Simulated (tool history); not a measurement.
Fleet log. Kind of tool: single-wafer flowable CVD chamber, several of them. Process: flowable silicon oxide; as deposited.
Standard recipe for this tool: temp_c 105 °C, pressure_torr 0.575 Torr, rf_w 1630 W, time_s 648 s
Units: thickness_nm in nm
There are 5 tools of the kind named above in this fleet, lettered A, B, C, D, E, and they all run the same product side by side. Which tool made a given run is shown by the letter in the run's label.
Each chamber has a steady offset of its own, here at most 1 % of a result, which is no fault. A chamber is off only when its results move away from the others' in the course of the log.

run   hour  temp_c  pressure_torr  rf_w  time_s  hours since the last thermocouple change  hours since the last RF generator calibration  hours since the last manometer calibration  read-back reference wafer on the same gauge, thickness_nm  thickness_nm
       2.0  -- chamber B: RF generator calibrated
 1C    8.6     105          0.575  1630     648                                    1433.9                                          138.9                                       688.8                                                     219.99        204.23
 2A   13.6     105          0.575  1630     648                                     530.4                                          849.1                                      1116.2                                                     220.05        202.58
 3B   22.0     105          0.575  1630     648                                     178.6                                           20.1                                      2094.0                                                     220.17        200.99
 4D   27.2     105          0.575  1630     648                                    1602.8                                          627.9                                       868.0                                                     220.01        202.55
 5E   36.2     105          0.575  1630     648                                    1911.4                                         1173.9                                      2237.7                                                     220.09        201.28
 6C   44.2     105          0.575  1630     648                                    1469.5                                          174.5                                       724.4                                                     219.85        204.13
 7A   48.8     105          0.575  1630     715                                     565.6                                          884.3                                      1151.4                                                     219.69        223.67
 8D   55.6     105          0.575  1630     715                                    1631.2                                          656.3                                       896.4                                                     220.03        221.65
 9E   63.3     105          0.575  1630     715                                    1938.5                                         1201.0                                      2264.8                                                     220.30        222.65
10B   72.2     105          0.575  1630     715                                     228.8                                           70.3                                      2144.2                                                     219.98        222.49
11B   77.1     105          0.575  1630     715                                     233.7                                           75.2                                      2149.1                                                     220.08        220.83
12D   86.4      95          0.475  1630     648                                    1662.0                                          687.1                                       927.2                                                     219.82        213.78
13E   93.3      95          0.475  1630     648                                    1968.5                                         1231.0                                      2294.8                                                     219.75        214.63
14A  102.1      95          0.475  1630     648                                     618.9                                          937.6                                      1204.7                                                     220.14        213.68
15C  108.3      95          0.475  1630     648                                    1533.6                                          238.6                                       788.5                                                     219.95        217.16
16C  113.5      95          0.475  1630     648                                    1538.8                                          243.8                                       793.7                                                     219.95        216.68
17B  122.8     105          0.697  1755     648                                     279.4                                          120.9                                      2194.8                                                     220.21        267.39
18A  129.6     105          0.697  1755     648                                     646.4                                          965.1                                      1232.2                                                     219.93        267.34
19D  136.3     105          0.697  1755     648                                    1711.9                                          737.0                                       977.1                                                     219.79        267.10
     138.5  -- chamber C: capacitance manometer re-zeroed and calibrated
20E  143.4     105          0.697  1755     648                                    2018.6                                         1281.1                                      2344.9                                                     219.82        266.69
21C  147.6     105          0.697  1755     648                                    1572.9                                          277.9                                         9.2                                                     220.05        277.89
22E  155.6     105          0.575  1630     648                                    2030.8                                         1293.3                                      2357.1                                                     220.06        201.82
23B  160.0     105          0.575  1630     648                                     316.6                                          158.1                                      2232.0                                                     220.01        199.84
24A  165.0     105          0.575  1630     648                                     681.8                                         1000.5                                      1267.6                                                     220.01        201.48
25D  170.5     105          0.575  1630     648                                    1746.1                                          771.2                                      1011.3                                                     220.08        201.80
26C  177.3     105          0.575  1630     648                                    1602.6                                          307.6                                        38.9                                                     219.89        208.66
27D  186.1     105          0.575  1630     648                                    1761.7                                          786.8                                      1026.9                                                     219.97        202.10
28E  190.7     105          0.575  1630     648                                    2065.9                                         1328.4                                      2392.2                                                     219.79        202.21
29B  196.7     105          0.575  1630     648                                     353.3                                          194.8                                      2268.7                                                     220.03        200.56
30A  204.5     105          0.575  1630     648                                     721.3                                         1040.0                                      1307.1                                                     220.06        202.28
31D  210.6     105          0.575  1630     648                                    1786.2                                          811.3                                      1051.4                                                     219.95        200.91
32E  214.8     105          0.575  1630     648                                    2090.0                                         1352.5                                      2416.3                                                     220.01        202.63
33A  222.0     105          0.575  1630     648                                     738.8                                         1057.5                                      1324.6                                                     220.09        202.34
34B  226.9     105          0.575  1630     648                                     383.5                                          225.0                                      2298.9                                                     220.04        200.59
35C  235.5     105          0.575  1630     648                                    1660.8                                          365.8                                        97.1                                                     220.07        209.93
36A  243.8     105          0.575  1630     648                                     760.6                                         1079.3                                      1346.4                                                     219.81        202.21
37B  251.7     105          0.575  1630     648                                     408.3                                          249.8                                      2323.7                                                     220.20        200.73
38D  259.5     105          0.575  1630     648                                    1835.1                                          860.2                                      1100.3                                                     219.99        201.28
39C  265.8     105          0.575  1630     648                                    1691.1                                          396.1                                       127.4                                                     219.98        209.75
40E  270.3     105          0.575  1630     648                                    2145.5                                         1408.0                                      2471.8                                                     219.92        201.73

Next, every chamber runs the same settings. What will each give?
41A  277.0     105          0.575  1775     648                                                                                                                                                                                                             ?
41B  277.0     105          0.575  1775     648                                                                                                                                                                                                             ?
41C  277.0     105          0.575  1775     648                                                                                                                                                                                                             ?
41D  277.0     105          0.575  1775     648                                                                                                                                                                                                             ?
41E  277.0     105          0.575  1775     648                                                                                                                                                                                                             ?

run  thickness_nm
41A        208.48
41B        205.62
41C        214.34
41D        207.52
41E        206.79
